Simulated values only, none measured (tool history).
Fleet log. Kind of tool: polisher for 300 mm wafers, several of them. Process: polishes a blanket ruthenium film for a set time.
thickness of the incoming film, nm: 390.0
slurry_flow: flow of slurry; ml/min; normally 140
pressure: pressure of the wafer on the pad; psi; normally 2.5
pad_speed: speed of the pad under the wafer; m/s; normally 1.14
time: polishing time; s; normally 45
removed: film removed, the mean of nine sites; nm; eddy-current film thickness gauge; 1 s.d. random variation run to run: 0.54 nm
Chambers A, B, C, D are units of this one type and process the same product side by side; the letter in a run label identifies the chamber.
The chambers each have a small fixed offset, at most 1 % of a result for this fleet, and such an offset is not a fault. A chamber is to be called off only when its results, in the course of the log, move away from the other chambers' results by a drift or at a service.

run,hour,slurry_flow,pressure,pad_speed,time,removed
1A,7.8,140,2.5,1.14,45,58.07
# hour 11: chamber B: slurry nozzle cleaned
2D,21.9,140,2.5,1.14,45,57.882
# hour 26.9: chamber D: worn pad replaced by a new one
3C,36,140,2.5,1.14,45,58.485
4B,44.3,140,2.5,1.14,45,57.731
# hour 51.7: chamber A: worn pad replaced by a new one
5B,52.6,140,2.5,1.14,45,57.055
6A,59.9,140,2.5,1.14,45,58.913
7C,68.2,140,2.5,1.14,45,58.187
8D,77.7,140,2.5,1.14,45,57.561
# hour 82.4: chamber B: worn pad replaced by a new one
9A,86.3,140,2.5,1.14,45,57.91
10B,95.4,140,2.5,1.14,45,56.878
11D,109.5,140,2.5,1.14,45,57.739
12C,115.9,140,2.5,1.14,45,56.518
13B,130.3,140,2.8,1.14,45,63.874
14A,138.6,140,2.8,1.14,45,65.888
# hour 143.4: chamber A: slurry nozzle cleaned
# hour 143.5: chamber A: head pressure recalibrated
15C,152.1,140,2.8,1.14,45,62.777
16D,162.7,140,2.8,1.14,45,65.282
17A,175.6,140,2.5,1.14,45,58.161
# hour 176.2: chamber A: worn pad replaced by a new one
18C,190,140,2.5,1.14,45,54.86
19D,204.4,140,2.9,0.9,45,53.051
# hour 210.9: chamber B: worn pad replaced by a new one
20B,214.2,140,2.9,0.9,45,52.646
21D,225.3,140,2.9,0.9,45,53.029
22A,232.2,140,2.9,0.9,45,52.998
23B,241,140,2.5,1.14,45,57.074
24C,251.7,140,2.5,1.14,45,52.565
25C,264,140,2.5,1.14,45,51.878

All 4 chambers run these settings next. Forecast each chamber's results:
26A,274.4,140,2.5,1.14,45,?
26B,274.4,140,2.5,1.14,45,?
26C,274.4,140,2.5,1.14,45,?
26D,274.4,140,2.5,1.14,45,?

run,removed
26A,58.539
26B,58.44
26C,50.803
26D,57.677
